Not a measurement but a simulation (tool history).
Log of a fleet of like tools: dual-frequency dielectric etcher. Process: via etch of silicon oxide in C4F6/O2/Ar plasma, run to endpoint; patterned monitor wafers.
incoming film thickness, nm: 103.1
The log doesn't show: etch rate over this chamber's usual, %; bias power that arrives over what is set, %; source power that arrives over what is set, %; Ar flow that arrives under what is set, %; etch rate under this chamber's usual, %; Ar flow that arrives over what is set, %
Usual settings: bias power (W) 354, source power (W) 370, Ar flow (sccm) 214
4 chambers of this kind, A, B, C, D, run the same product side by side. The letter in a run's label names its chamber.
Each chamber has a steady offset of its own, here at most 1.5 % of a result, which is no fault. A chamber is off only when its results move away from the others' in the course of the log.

run   hour  bias power (W)  source power (W)  Ar flow (sccm)  hours since the last wet clean  hours since the last bias power generator calibration  hours since the last source power generator calibration  hours since the last Ar flow controller change  endpoint time (s)
      11.1  -- chamber B: wet clean of the chamber
      12.2  -- chamber A: wet clean of the chamber
 1A   12.4             354               370             214                             0.3                                                    503                                                     3931                                           655.6             25.294
 2C   24.2             354               370             214                           337.9                                                   1366                                                    268.5                                          2039.3             25.503
      25.3  -- chamber A: source power generator calibrated
 3B   37.9             354               370             214                            26.8                                                  684.2                                                     2342                                           921.3             25.876
 4D   48.9             354               370             214                           132.5                                                 1073.1                                                   4369.9                                           639.5             25.469
 5C   62.3             404               320             214                             376                                                 1404.1                                                    306.6                                          2077.4             25.777
      71.9  -- chamber D: source power generator calibrated
 6B   76.5             404               320             214                            65.4                                                  722.8                                                   2380.6                                           959.9             26.001
 7A   83.3             404               320             214                            71.2                                                  573.9                                                     58.1                                           726.5              25.67
 8D   95.6             404               320             214                           179.2                                                 1119.8                                                     23.8                                           686.2             25.846
 9C  110.1             354               370             214                           423.8                                                 1451.9                                                    354.4                                          2125.2             25.469
10B  119.7             354               370             214                           108.6                                                    766                                                   2423.8                                          1003.1             25.823
11A  129.6             354               370             214                           117.5                                                  620.2                                                    104.4                                           772.8              25.45
12D    137             354               330             180                           220.6                                                 1161.2                                                     65.2                                           727.6             26.631
13C  149.1             354               330             180                           462.8                                                 1490.9                                                    393.4                                          2164.2             26.219
14A  161.4             354               330             180                           149.3                                                    652                                                    136.2                                           804.6             25.908
     168.8  -- chamber C: wet clean of the chamber
15D  172.1             354               330             180                           255.7                                                 1196.3                                                    100.3                                           762.7              26.78
16B  181.8             354               370             214                           170.7                                                  828.1                                                   2485.9                                          1065.2             25.712
17B  191.8             354               370             214                           180.7                                                  838.1                                                   2495.9                                          1075.2             25.959
18D    203             354               370             214                           286.6                                                 1227.2                                                    131.2                                           793.6             26.187
19C  209.6             354               370             214                            40.9                                                 1551.4                                                    453.9                                          2224.7             25.441
20A  223.9             354               370             214                           211.8                                                  714.5                                                    198.7                                           867.1             25.214
21C  233.3             354               370             214                            64.6                                                 1575.1                                                    477.6                                          2248.4             25.575
22B  239.8             354               370             214                           228.7                                                  886.1                                                   2543.9                                          1123.2             25.758
23D  249.9             354               370             214                           333.5                                                 1274.1                                                    178.1                                           840.5             26.253
24A  261.2             354               370             214                           249.1                                                  751.8                                                      236                                           904.4             25.524
25B  268.7             354               370             214                           257.6                                                    915                                                   2572.8                                          1152.1             25.893
26A  280.1             354               330             191                             268                                                  770.7                                                    254.9                                           923.3             26.159

Is one chamber off against the others, does the gauge drift, or is nothing wrong? If a chamber is off, say which, and what the likeliest cause is.

Chamber D drifts away from the others.
Cause: etch rate under this chamber's usual, % = 3.56.

Here are 4 candidates for chamber D's next run, each the usual settings with a change, their results left as question marks. Which one brings its results back in line with what the others give on the usual settings?
In line means no further than this from the other chambers' mean on the usual settings: endpoint time (s) 0.39
27D-1  290.6             354               370             281                                                                                                                                                                                                                  ?
27D-2  290.6             370               390             211                                                                                                                                                                                                                  ?
27D-3  290.6             354               450             214                                                                                                                                                                                                                  ?
27D-4  290.6             320               330             214                                                                                                                                                                                                                  ?

The other chambers' mean on the usual settings: endpoint time (s) 25.599
  run  endpoint time (s)
27D-1             27.359
27D-2             25.565
27D-3             24.654
27D-4             28.733
27D-2 brings the chamber back in line.

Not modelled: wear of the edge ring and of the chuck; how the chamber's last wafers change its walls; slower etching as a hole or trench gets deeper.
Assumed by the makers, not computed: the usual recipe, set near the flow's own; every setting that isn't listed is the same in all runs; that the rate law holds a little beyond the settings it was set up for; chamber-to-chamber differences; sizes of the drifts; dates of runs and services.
